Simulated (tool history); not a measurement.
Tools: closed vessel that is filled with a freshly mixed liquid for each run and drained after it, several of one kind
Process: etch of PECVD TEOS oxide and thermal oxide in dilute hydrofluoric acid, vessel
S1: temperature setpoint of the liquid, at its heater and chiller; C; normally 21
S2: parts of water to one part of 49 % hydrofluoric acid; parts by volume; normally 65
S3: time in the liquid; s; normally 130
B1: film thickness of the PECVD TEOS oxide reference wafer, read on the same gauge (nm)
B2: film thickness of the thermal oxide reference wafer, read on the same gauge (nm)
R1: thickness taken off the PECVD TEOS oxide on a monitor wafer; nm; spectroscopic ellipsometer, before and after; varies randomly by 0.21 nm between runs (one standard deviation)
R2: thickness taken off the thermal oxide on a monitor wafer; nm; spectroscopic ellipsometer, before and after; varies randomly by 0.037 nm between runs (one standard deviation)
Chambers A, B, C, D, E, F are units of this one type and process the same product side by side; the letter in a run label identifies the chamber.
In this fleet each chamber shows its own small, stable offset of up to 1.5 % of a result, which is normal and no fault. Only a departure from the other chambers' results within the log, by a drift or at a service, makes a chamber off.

| run | day | S1 | S2 | S3 | B1 | B2 | R1 | R2 |
|---|---|---|---|---|---|---|---|---|
| 1C | 0.283 | 21 | 65 | 130 | 110.03 | 60.005 | 36.766 | 9.2005 |
| 2F | 0.458 | 21 | 65 | 130 | 109.99 | 60.005 | 36.939 | 9.1011 |
| 3D | 0.621 | 21 | 65 | 130 | 109.96 | 59.986 | 36.537 | 9.1531 |
| 4E | 0.858 | 21 | 65 | 130 | 109.94 | 60.003 | 36.834 | 9.0838 |
| 5B | 1.038 | 25.5 | 65 | 130 | 109.99 | 60.003 | 44.522 | 10.904 |
| 6A | 1.267 | 25.5 | 65 | 130 | 109.95 | 60.007 | 44.024 | 10.875 |
| 7A | 1.45 | 25.5 | 65 | 130 | 110.01 | 59.987 | 44.081 | 10.869 |
| 8F | 1.75 | 25.5 | 65 | 130 | 109.99 | 59.999 | 44.31 | 10.99 |
| 9D | 1.942 | 25.5 | 65 | 130 | 110.02 | 59.994 | 43.539 | 11.036 |
| 10E | 2.192 | 25.5 | 65 | 130 | 110 | 59.984 | 43.831 | 10.885 |
| 11C | 2.412 | 21 | 65 | 130 | 109.99 | 59.996 | 36.633 | 9.0895 |
| 12B | 2.642 | 21 | 65 | 130 | 110.01 | 59.989 | 36.975 | 9.0707 |
| 13C | 2.846 | 21 | 65 | 130 | 110.03 | 60.009 | 36.727 | 9.1309 |
| 14E | 3.092 | 21 | 65 | 130 | 110.03 | 60.005 | 36.545 | 9.0627 |
| 15B | 3.35 | 21 | 65 | 130 | 109.98 | 60.006 | 37.056 | 9.1155 |
|  | 3.429 | chamber D: hydrofluoric acid flow meter replaced |
| 16F | 3.517 | 21 | 65 | 130 | 109.99 | 60.018 | 36.97 | 9.002 |
| 17D | 3.788 | 21 | 65 | 130 | 110.01 | 59.997 | 36.308 | 9.1931 |
| 18A | 4.054 | 21 | 65 | 130 | 109.98 | 60.021 | 36.774 | 9.0946 |
| 19B | 4.308 | 21 | 65 | 130 | 110.05 | 60.022 | 37.001 | 9.0258 |
| 20C | 4.508 | 21 | 65 | 130 | 110.03 | 60.002 | 37.028 | 9.2481 |
| 21E | 4.729 | 21 | 65 | 130 | 110.03 | 59.992 | 35.882 | 9.0169 |
|  | 4.75 | chamber E: thermometer replaced |
|  | 4.921 | chamber B: hydrofluoric acid flow meter replaced |
| 22A | 4.929 | 21 | 65 | 130 | 109.98 | 60.006 | 37.053 | 9.0222 |
|  | 5.112 | chamber A: thermometer replaced |
| 23D | 5.175 | 21 | 65 | 130 | 109.99 | 59.99 | 36.192 | 9.2289 |
| 24F | 5.358 | 21 | 65 | 130 | 109.95 | 60 | 37.269 | 9.1179 |
| 25A | 5.542 | 21 | 55 | 130 | 109.95 | 60 | 44.02 | 10.842 |
| 26C | 5.788 | 21 | 55 | 130 | 110.01 | 60.008 | 43.503 | 10.936 |
| 27D | 5.958 | 21 | 55 | 130 | 110.01 | 60 | 42.99 | 10.937 |
| 28F | 6.225 | 21 | 55 | 130 | 109.97 | 60.006 | 44.043 | 10.936 |
| 29E | 6.517 | 21 | 55 | 130 | 109.99 | 59.997 | 43.473 | 10.854 |
| 30B | 6.812 | 21 | 55 | 130 | 109.97 | 59.992 | 44.121 | 10.898 |
| 31C | 7.075 | 21 | 65 | 130 | 110.02 | 60.013 | 36.407 | 9.2135 |
| 32D | 7.329 | 21 | 65 | 130 | 110 | 60.009 | 36.44 | 9.1815 |
| 33A | 7.567 | 21 | 65 | 130 | 109.97 | 60.007 | 37.161 | 9.0918 |
| 34E | 7.708 | 21 | 65 | 130 | 109.98 | 60.014 | 36.448 | 9.0431 |
|  | 7.925 | chamber F: thermometer replaced |
| 35B | 7.938 | 21 | 65 | 130 | 110.02 | 60.008 | 36.955 | 9.085 |
| 36F | 8.112 | 21 | 65 | 130 | 110.05 | 59.997 | 36.994 | 9.0547 |
| 37B | 8.329 | 21 | 65 | 130 | 110.02 | 60.011 | 37.268 | 9.0668 |

Next, every chamber runs the same settings. What will each give?
| 38A | 8.546 | 21 | 65 | 175 |  |  | ? | ? |
| 38B | 8.546 | 21 | 65 | 175 |  |  | ? | ? |
| 38C | 8.546 | 21 | 65 | 175 |  |  | ? | ? |
| 38D | 8.546 | 21 | 65 | 175 |  |  | ? | ? |
| 38E | 8.546 | 21 | 65 | 175 |  |  | ? | ? |
| 38F | 8.546 | 21 | 65 | 175 |  |  | ? | ? |

| run | R1 | R2 |
|---|---|---|
| 38A | 49.593 | 12.191 |
| 38B | 50.103 | 12.223 |
| 38C | 49.127 | 12.357 |
| 38D | 49.322 | 12.367 |
| 38E | 49.328 | 12.207 |
| 38F | 49.338 | 12.22 |
